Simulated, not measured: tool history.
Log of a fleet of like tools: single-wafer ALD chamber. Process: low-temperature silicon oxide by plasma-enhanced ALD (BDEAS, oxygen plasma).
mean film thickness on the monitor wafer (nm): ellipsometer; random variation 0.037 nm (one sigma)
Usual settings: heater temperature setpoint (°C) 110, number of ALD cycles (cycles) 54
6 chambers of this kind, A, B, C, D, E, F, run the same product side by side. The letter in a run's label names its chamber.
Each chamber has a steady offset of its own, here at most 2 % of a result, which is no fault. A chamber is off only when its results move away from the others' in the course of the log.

run,hour,heater temperature setpoint (°C),number of ALD cycles (cycles),"read-back reference wafer on the same gauge, thickness_nm",mean film thickness on the monitor wafer (nm)
1D,7.3,110,54,8.946,7.5619
2A,13.2,110,54,8.9546,7.6728
3E,19.2,110,54,8.9556,7.7224
4F,23,110,54,8.9485,7.5524
5B,28.8,110,54,8.94,7.7549
6C,34.2,110,54,8.9566,7.5581
7A,37.9,95,54,8.946,7.935
8F,44,95,54,8.9449,7.8655
9B,48.6,95,54,8.95,8.0646
10C,54.4,95,54,8.9447,7.8043
11E,58.2,95,54,8.9481,7.906
12D,64.6,95,54,8.9473,7.9179
13B,68.1,110,54,8.9382,7.7537
14E,75.4,110,54,8.9501,7.6244
15C,80.4,110,54,8.9572,7.5526
16F,86.6,110,54,8.9446,7.5738
17D,91.9,110,54,8.9478,7.5121
18A,98,119,64,8.9461,8.8644
19F,104.6,119,64,8.9534,8.7599
20C,108.1,119,64,8.9386,8.7571
21A,113.7,119,64,8.9559,8.8778
22D,118.4,119,64,8.9657,8.9
23E,124.5,119,64,8.9512,8.9495
24B,130.2,110,54,8.9561,7.7087
25A,137.8,110,54,8.9382,7.6488
26F,141.8,110,54,8.9523,7.6039
27C,147.8,110,54,8.9496,7.5553
28B,152.8,110,54,8.9509,7.768
29E,157.9,110,54,8.9625,7.5452
30D,164.5,116,64,8.9486,8.9574
31D,170.4,116,64,8.9433,8.8986
32E,174.6,116,64,8.9568,8.9693
33F,180.6,116,64,8.9474,8.8554
34C,185.1,116,64,8.9552,8.953
35B,190.3,116,64,8.9466,9.0283
36A,195.2,103,54,8.9449,7.6699
37E,200.4,103,54,8.9448,7.7189
38F,205.9,103,54,8.946,7.5898
39B,212.3,103,54,8.9579,7.8674
40D,218.3,103,54,8.953,7.7085
41C,223.8,103,54,8.9471,7.6845
42A,230.6,110,54,8.955,7.623
43C,234.7,110,54,8.9495,7.546
44D,238.5,110,54,8.9574,7.5983

Next, every chamber runs the same settings. What will each give?
45A,243.9,123,54,,?
45B,243.9,123,54,,?
45C,243.9,123,54,,?
45D,243.9,123,54,,?
45E,243.9,123,54,,?
45F,243.9,123,54,,?

run,mean film thickness on the monitor wafer (nm)
45A,7.5164
45B,7.5618
45C,7.4159
45D,7.3959
45E,7.5293
45F,7.3582
